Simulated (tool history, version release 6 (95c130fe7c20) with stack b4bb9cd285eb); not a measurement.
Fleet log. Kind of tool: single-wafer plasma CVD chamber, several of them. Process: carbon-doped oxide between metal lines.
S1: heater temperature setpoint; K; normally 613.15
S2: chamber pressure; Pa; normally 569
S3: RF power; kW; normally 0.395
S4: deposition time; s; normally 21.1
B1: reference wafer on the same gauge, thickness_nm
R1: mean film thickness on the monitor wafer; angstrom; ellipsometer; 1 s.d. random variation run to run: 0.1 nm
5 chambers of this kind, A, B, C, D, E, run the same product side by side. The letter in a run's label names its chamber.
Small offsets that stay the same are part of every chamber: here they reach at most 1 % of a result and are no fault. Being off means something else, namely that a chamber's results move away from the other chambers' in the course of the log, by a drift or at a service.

run,hour,S1,S2,S3,S4,B1,R1
1A,14.0,613.15,569,0.395,21.1,84.489,921.89
2D,22.1,613.15,569,0.395,21.1,84.532,932.71
3B,29.9,613.15,569,0.395,21.1,84.554,926.78
4C,38.2,613.15,569,0.395,21.1,84.513,926.84
5E,48.8,613.15,569,0.395,21.1,84.557,921.68
6C,55.6,613.15,569,0.395,21.1,84.533,928.43
7A,66.3,613.15,569,0.395,21.1,84.547,924.47
8B,76.8,613.15,569,0.395,21.1,84.579,930.21
9E,83.8,613.15,569,0.395,21.1,84.541,922.99
10D,93.2,613.15,569,0.395,21.1,84.584,933.60
11E,105.0,613.15,569,0.395,21.1,84.591,923.88
12D,115.3,622.15,569,0.345,21.1,84.599,823.60
13B,126.9,622.15,569,0.345,21.1,84.620,813.57
14C,141.5,622.15,569,0.345,21.1,84.603,817.68
15A,152.0,622.15,569,0.345,21.1,84.624,811.73
16C,165.2,622.15,569,0.345,21.1,84.631,814.49
17A,175.5,613.15,569,0.395,21.1,84.638,924.02
18D,187.7,613.15,569,0.395,21.1,84.656,933.41
19B,196.3,613.15,569,0.395,21.1,84.659,930.84
20E,208.4,613.15,521,0.395,21.1,84.663,912.13
21A,215.5,613.15,521,0.395,21.1,84.684,913.34
22E,230.1,613.15,521,0.395,21.1,84.677,912.29
23D,243.4,613.15,521,0.395,21.1,84.689,921.76
24C,251.0,613.15,521,0.395,21.1,84.725,917.54
25B,264.3,613.15,569,0.395,21.1,84.715,931.62
# hour 274.3: chamber D: capacitance manometer re-zeroed and calibrated
26B,279.3,613.15,569,0.395,18.5,84.726,817.27
27C,286.7,613.15,569,0.395,18.5,84.726,817.32
28A,294.5,613.15,569,0.395,18.5,84.719,812.66
29E,307.6,613.15,569,0.395,18.5,84.742,810.70
30D,315.2,613.15,569,0.395,18.5,84.769,822.77
31A,328.5,613.15,569,0.395,21.1,84.756,925.56
32E,342.2,613.15,569,0.395,21.1,84.776,923.31
33D,354.9,613.15,569,0.395,21.1,84.782,936.06
34B,363.7,613.15,569,0.395,21.1,84.795,931.55
35C,376.3,613.15,569,0.395,21.1,84.786,930.87
36A,385.0,613.15,569,0.395,21.1,84.792,927.19
37B,395.8,613.15,569,0.395,21.1,84.811,932.55
38E,405.8,613.15,569,0.395,21.1,84.814,925.72
39C,415.5,613.15,569,0.395,21.1,84.829,929.67
40D,429.5,613.15,569,0.395,21.1,84.832,935.65
41C,437.0,613.15,569,0.395,21.1,84.863,930.66
42B,446.2,613.15,643,0.340,21.1,84.878,841.65
43E,459.4,613.15,643,0.340,21.1,84.839,836.39
44D,472.0,613.15,643,0.340,21.1,84.895,850.29

Next, every chamber runs the same settings. What will each give?
45A,482.8,613.15,569,0.395,21.1,,?
45B,482.8,613.15,569,0.395,21.1,,?
45C,482.8,613.15,569,0.395,21.1,,?
45D,482.8,613.15,569,0.395,21.1,,?
45E,482.8,613.15,569,0.395,21.1,,?

run,R1
45A,925.86
45B,934.47
45C,930.50
45D,936.90
45E,926.97
